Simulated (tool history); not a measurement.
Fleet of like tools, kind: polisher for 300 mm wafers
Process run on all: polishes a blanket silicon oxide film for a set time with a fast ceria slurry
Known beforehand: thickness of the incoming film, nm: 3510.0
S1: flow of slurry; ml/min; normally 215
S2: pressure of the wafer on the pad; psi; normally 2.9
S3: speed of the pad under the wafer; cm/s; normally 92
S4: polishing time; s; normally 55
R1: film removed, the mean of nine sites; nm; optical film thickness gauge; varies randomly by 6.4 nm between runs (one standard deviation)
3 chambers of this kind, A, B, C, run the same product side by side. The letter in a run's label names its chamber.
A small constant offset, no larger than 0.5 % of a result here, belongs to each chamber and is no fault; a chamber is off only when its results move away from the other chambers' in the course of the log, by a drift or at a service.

run	hour	S1	S2	S3	S4	R1
1C	8.7	215	2.9	92	55	728.38
# hour 11.5: chamber A: worn pad replaced by a new one
2A	16.5	215	2.9	92	55	713.66
3B	30.3	215	2.9	92	55	710.11
4C	43.5	215	2.9	92	55	718.93
5A	55.0	215	2.9	92	55	721.01
6B	67.3	215	2.9	92	55	718.74
7B	78.9	215	2.9	92	55	718.73
8C	85.8	215	2.9	108	55	857.19
# hour 87.6: chamber B: worn pad replaced by a new one
9A	96.3	215	2.9	108	55	841.02
10C	107.1	215	2.9	108	55	840.54
# hour 111.7: chamber C: worn pad replaced by a new one
11A	113.5	215	2.9	92	55	719.17
12B	120.0	215	2.9	92	55	728.68
13A	133.4	215	2.9	92	55	719.34
14C	140.4	215	2.9	92	55	716.01
15B	148.0	215	2.9	92	55	723.03
# hour 155.4: chamber B: head pressure recalibrated
16A	160.4	175	2.9	104	55	774.67
17C	166.7	175	2.9	104	55	791.41
18B	174.8	175	2.9	104	55	879.19
19A	181.9	215	2.9	92	55	723.61
20B	190.6	215	2.9	92	55	801.70
21C	197.5	215	2.9	92	55	724.40
22B	209.0	215	1.9	92	55	528.82
23C	216.6	215	1.9	92	55	471.08
# hour 221.1: chamber A: worn pad replaced by a new one
24A	222.7	215	1.9	92	55	475.40
25C	231.0	215	2.9	92	55	729.71
26A	240.0	190	2.9	92	55	700.38
27B	248.2	190	2.9	92	55	788.85
# hour 254.9: chamber C: worn pad replaced by a new one
28A	259.2	190	2.9	92	55	701.16
29B	265.5	215	2.9	92	55	801.95
30C	279.0	265	2.2	92	55	554.79
# hour 288.4: chamber B: worn pad replaced by a new one
31B	292.9	265	2.2	92	55	625.99
32A	305.3	265	2.2	92	55	543.93
33C	316.8	215	2.9	92	55	726.38
34B	325.3	215	2.9	92	55	802.62
35C	335.3	215	2.9	92	55	723.72
36A	341.3	215	2.9	92	55	717.03
37B	354.5	215	2.9	92	55	806.86
38C	363.6	190	2.9	92	65	846.67

All chambers now run identical settings, listed one chamber a line with results as question marks. What results will each chamber show?
39A	373.5	275	2.9	92	55	?
39B	373.5	275	2.9	92	55	?
39C	373.5	275	2.9	92	55	?

run	R1
39A	736.96
39B	825.98
39C	741.52

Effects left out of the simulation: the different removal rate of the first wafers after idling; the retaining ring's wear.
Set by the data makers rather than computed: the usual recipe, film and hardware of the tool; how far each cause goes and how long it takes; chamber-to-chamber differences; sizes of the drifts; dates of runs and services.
